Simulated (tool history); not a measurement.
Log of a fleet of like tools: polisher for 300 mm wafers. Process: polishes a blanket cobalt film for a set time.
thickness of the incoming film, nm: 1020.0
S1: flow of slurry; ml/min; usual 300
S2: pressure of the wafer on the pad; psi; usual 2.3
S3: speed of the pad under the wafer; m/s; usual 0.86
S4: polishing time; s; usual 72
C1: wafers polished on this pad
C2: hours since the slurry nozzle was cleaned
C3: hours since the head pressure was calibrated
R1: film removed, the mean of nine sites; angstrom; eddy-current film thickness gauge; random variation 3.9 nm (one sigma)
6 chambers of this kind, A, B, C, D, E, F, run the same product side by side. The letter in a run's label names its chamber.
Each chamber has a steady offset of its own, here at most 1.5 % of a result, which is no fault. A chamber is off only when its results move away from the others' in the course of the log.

run	hour	S1	S2	S3	S4	C1	C2	C3	R1
# hour 4.8: chamber E: worn pad replaced by a new one
1F	10.9	300	2.3	0.86	72	800	127.3	380.9	2951.5
# hour 11.2: chamber E: head pressure recalibrated
# hour 13.7: chamber F: worn pad replaced by a new one
# hour 15.2: chamber C: head pressure recalibrated
2B	16.1	300	2.3	0.86	72	366	84.5	225.3	3060.4
3D	22.8	300	2.3	0.86	72	1321	292.1	385.2	3042.2
# hour 23: chamber D: worn pad replaced by a new one
# hour 26.6: chamber C: worn pad replaced by a new one
# hour 27.9: chamber A: worn pad replaced by a new one
4C	34.1	300	2.3	0.86	72	97	605	19	3018.2
5A	44.2	300	2.3	0.86	72	210	716.3	1102.8	3062.1
# hour 50.9: chamber B: worn pad replaced by a new one
6E	54.1	300	2.3	0.86	72	635	199.7	43	3105.9
7D	65.2	300	2.3	0.86	72	543	334.5	427.6	3018.2
8A	75.2	300	2.3	0.86	72	609	747.3	1133.8	3083.7
9F	80.5	300	2.3	0.86	72	861	196.9	450.5	2994
# hour 82.4: chamber A: slurry nozzle cleaned
# hour 84.9: chamber F: worn pad replaced by a new one
10B	89.4	300	2.3	0.86	72	497	157.8	298.6	3030.6
# hour 90.5: chamber A: worn pad replaced by a new one
11E	96.7	300	2.3	0.86	72	1184	242.3	85.6	3021.9
# hour 101.6: chamber C: worn pad replaced by a new one
12C	102.9	300	2.3	0.86	72	17	673.8	87.8	3093.8
13B	111.7	300	2.3	0.86	86	784	180.1	320.9	3596.6
14A	118.9	300	2.3	0.86	86	367	36.5	1177.5	3753.8
# hour 120.5: chamber E: worn pad replaced by a new one
# hour 122.1: chamber D: worn pad replaced by a new one
# hour 122.6: chamber B: worn pad replaced by a new one
15C	125.6	300	2.3	0.86	86	310	696.5	110.5	3640.6
# hour 131: chamber B: slurry nozzle cleaned
16F	131.7	300	2.3	0.86	86	603	248.1	501.7	3626.5
# hour 137.5: chamber C: slurry nozzle cleaned
17E	141.9	300	2.3	0.86	86	276	287.5	130.8	3586.1
# hour 145.4: chamber F: worn pad replaced by a new one
18D	147.9	300	2.3	0.86	86	333	417.2	510.3	3557.9
19D	155.9	300	2.3	0.86	72	436	425.2	518.3	3072.3
# hour 158.1: chamber A: worn pad replaced by a new one
20C	166.6	300	2.3	0.86	72	838	29.1	151.5	3044.9
# hour 171.8: chamber C: worn pad replaced by a new one
21E	176	300	2.3	0.86	72	715	321.6	164.9	3147.7
22B	182.7	300	2.3	0.86	72	774	51.7	391.9	3064.5
# hour 188.5: chamber B: worn pad replaced by a new one
# hour 192.5: chamber D: head pressure recalibrated
23A	193.6	300	2.3	0.86	72	458	111.2	1252.2	3096.1
24F	200.2	300	2.3	0.86	72	707	316.6	570.2	3035.1
25D	207.5	300	2.3	0.86	72	1100	476.8	15.1	2995.6
# hour 209.6: chamber D: worn pad replaced by a new one
# hour 215.7: chamber F: worn pad replaced by a new one
26B	218.8	300	2.3	0.86	72	390	87.8	428	3083.9
# hour 224.5: chamber F: slurry nozzle cleaned
27C	225	300	2.3	0.86	72	685	87.5	209.9	2982.5
# hour 232.5: chamber A: worn pad replaced by a new one
# hour 233.3: chamber C: worn pad replaced by a new one
28A	234.5	300	2.3	0.86	72	26	152.1	1293.1	3049.9
29E	241.2	300	2.3	0.86	72	1555	386.8	230.1	3115.3
# hour 241.5: chamber E: worn pad replaced by a new one
30F	248.1	365	2.3	0.86	72	418	23.6	618.1	3002.7
31D	256	365	2.3	0.86	72	599	525.3	63.6	3068.5
# hour 256.1: chamber B: worn pad replaced by a new one
# hour 260.3: chamber F: head pressure recalibrated
32F	265.3	365	2.3	0.86	72	640	40.8	5	3094.2
# hour 273.8: chamber F: worn pad replaced by a new one
33E	275.6	365	2.3	0.86	72	439	421.2	264.5	3073.5
34C	281.3	365	2.3	0.86	72	619	143.8	266.2	3115.3
# hour 291.3: chamber D: worn pad replaced by a new one
35B	291.7	365	2.3	0.86	72	459	160.7	500.9	3158.7
# hour 295.1: chamber A: worn pad replaced by a new one
# hour 298.7: chamber C: worn pad replaced by a new one
36A	302.4	300	2.6	0.86	72	94	220	1361	3511.4
37D	313.7	300	2.6	0.86	72	289	583	121.3	3390.4
# hour 317.8: chamber B: slurry nozzle cleaned
38B	323.3	300	2.6	0.86	72	866	5.5	532.5	3456.3
39F	329.1	300	2.6	0.86	72	713	104.6	68.8	3405.9
40C	334.6	300	2.6	0.86	72	463	197.1	319.5	3396.3
# hour 336.3: chamber A: head pressure recalibrated
41A	339.5	300	2.6	0.86	72	572	257.1	3.3	3515.1

All 6 chambers run these settings next. Forecast each chamber's results:
42A	347.7	360	2.3	0.86	72				?
42B	347.7	360	2.3	0.86	72				?
42C	347.7	360	2.3	0.86	72				?
42D	347.7	360	2.3	0.86	72				?
42E	347.7	360	2.3	0.86	72				?
42F	347.7	360	2.3	0.86	72				?

run	R1
42A	3164.2
42B	3103
42C	3106.8
42D	3023
42E	3166.2
42F	2997.3
